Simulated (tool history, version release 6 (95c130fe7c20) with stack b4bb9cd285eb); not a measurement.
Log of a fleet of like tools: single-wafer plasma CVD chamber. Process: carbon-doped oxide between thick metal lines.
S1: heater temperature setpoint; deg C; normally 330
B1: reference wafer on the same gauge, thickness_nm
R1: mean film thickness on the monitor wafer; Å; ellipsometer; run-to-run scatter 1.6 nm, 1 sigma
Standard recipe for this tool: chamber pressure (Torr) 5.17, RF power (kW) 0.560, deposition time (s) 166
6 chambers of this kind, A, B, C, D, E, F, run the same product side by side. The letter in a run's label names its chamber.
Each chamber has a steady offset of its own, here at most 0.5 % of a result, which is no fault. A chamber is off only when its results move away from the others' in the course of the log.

Run 1F, day 0.162: usual settings; B1 1073.8. Result: R1 9527.2 Å.
Run 2A, day 0.333: usual settings; B1 1073.3. Result: R1 9544.4 Å.
Run 3B, day 0.492: usual settings; B1 1073.6. Result: R1 9518.2 Å.
Run 4D, day 0.600: usual settings; B1 1073.4. Result: R1 9517.4 Å.
Run 5C, day 0.754: usual settings; B1 1073.0. Result: R1 9469.0 Å.
Run 6E, day 0.908: usual settings; B1 1073.2. Result: R1 9515.7 Å.
Run 7D, day 1.133: usual settings but S1 319 deg C, chamber pressure (Torr) 5.80; B1 1072.5. Result: R1 10040.0 Å.
Run 8E, day 1.354: usual settings but S1 319 deg C, chamber pressure (Torr) 5.80; B1 1072.2. Result: R1 9995.8 Å.
Run 9F, day 1.567: usual settings but S1 319 deg C, chamber pressure (Torr) 5.80; B1 1072.1. Result: R1 10013.0 Å.
Run 10C, day 1.675: usual settings but S1 319 deg C, chamber pressure (Torr) 5.80; B1 1071.6. Result: R1 9968.8 Å.
Run 11A, day 1.817: usual settings but S1 319 deg C, chamber pressure (Torr) 5.80; B1 1072.0. Result: R1 10053.0 Å.
Run 12B, day 2.017: usual settings but S1 319 deg C, chamber pressure (Torr) 5.80; B1 1070.8. Result: R1 10037.0 Å.
Run 13D, day 2.133: usual settings; B1 1071.4. Result: R1 9503.8 Å.
Run 14F, day 2.308: usual settings; B1 1071.2. Result: R1 9473.9 Å.
Run 15E, day 2.525: usual settings but chamber pressure (Torr) 4.76; B1 1070.9. Result: R1 9379.7 Å.
Run 16B, day 2.629: usual settings but chamber pressure (Torr) 4.76; B1 1070.5. Result: R1 9388.3 Å.
Run 17A, day 2.738: usual settings but chamber pressure (Torr) 4.76; B1 1070.6. Result: R1 9402.3 Å.
Run 18C, day 2.958: usual settings but chamber pressure (Torr) 4.76; B1 1070.4. Result: R1 9321.1 Å.
Run 19E, day 3.108: usual settings but chamber pressure (Torr) 4.76; B1 1070.3. Result: R1 9384.1 Å.
Run 20B, day 3.283: usual settings but chamber pressure (Torr) 4.76; B1 1070.1. Result: R1 9360.5 Å.
Run 21D, day 3.488: usual settings; B1 1070.0. Result: R1 9513.5 Å.
Run 22A, day 3.704: usual settings but S1 343 deg C; B1 1070.0. Result: R1 9142.3 Å.
Run 23F, day 3.858: usual settings but S1 343 deg C; B1 1069.1. Result: R1 9143.2 Å.
Run 24C, day 3.992: usual settings but S1 343 deg C; B1 1069.3. Result: R1 9117.6 Å.
Run 25B, day 4.162: usual settings but S1 343 deg C; B1 1069.0. Result: R1 9119.6 Å.
Run 26D, day 4.283: usual settings but S1 343 deg C; B1 1069.1. Result: R1 9135.0 Å.
Run 27F, day 4.500: usual settings but S1 343 deg C; B1 1069.1. Result: R1 9125.9 Å.
Run 28E, day 4.646: usual settings; B1 1068.6. Result: R1 9473.9 Å.
Run 29A, day 4.779: usual settings; B1 1069.0. Result: R1 9503.8 Å.
Run 30C, day 4.979: usual settings but chamber pressure (Torr) 4.03; B1 1068.4. Result: R1 9090.9 Å.
Run 31B, day 5.179: usual settings but chamber pressure (Torr) 4.03; B1 1068.1. Result: R1 9131.5 Å.
Run 32C, day 5.350: usual settings but chamber pressure (Torr) 4.03; B1 1067.8. Result: R1 9093.6 Å.
Run 33F, day 5.454: usual settings but chamber pressure (Torr) 4.03; B1 1067.7. Result: R1 9099.0 Å.
Run 34E, day 5.575: usual settings but chamber pressure (Torr) 4.03; B1 1067.2. Result: R1 9121.0 Å.
Run 35A, day 5.679: usual settings but chamber pressure (Torr) 4.03; B1 1067.5. Result: R1 9170.4 Å.
Run 36D, day 5.817: usual settings; B1 1067.6. Result: R1 9477.5 Å.
Run 37C, day 6.021: usual settings; B1 1066.9. Result: R1 9425.7 Å.

What goes on in this fleet: one chamber off, a drifting gauge, or nothing beyond the chambers' own small offsets? Name the chamber and the cause, if any.

Gauge drift. The chambers move together only on paper, and none stands off.
What lies behind it: gauge reads low (%) = 0.676.
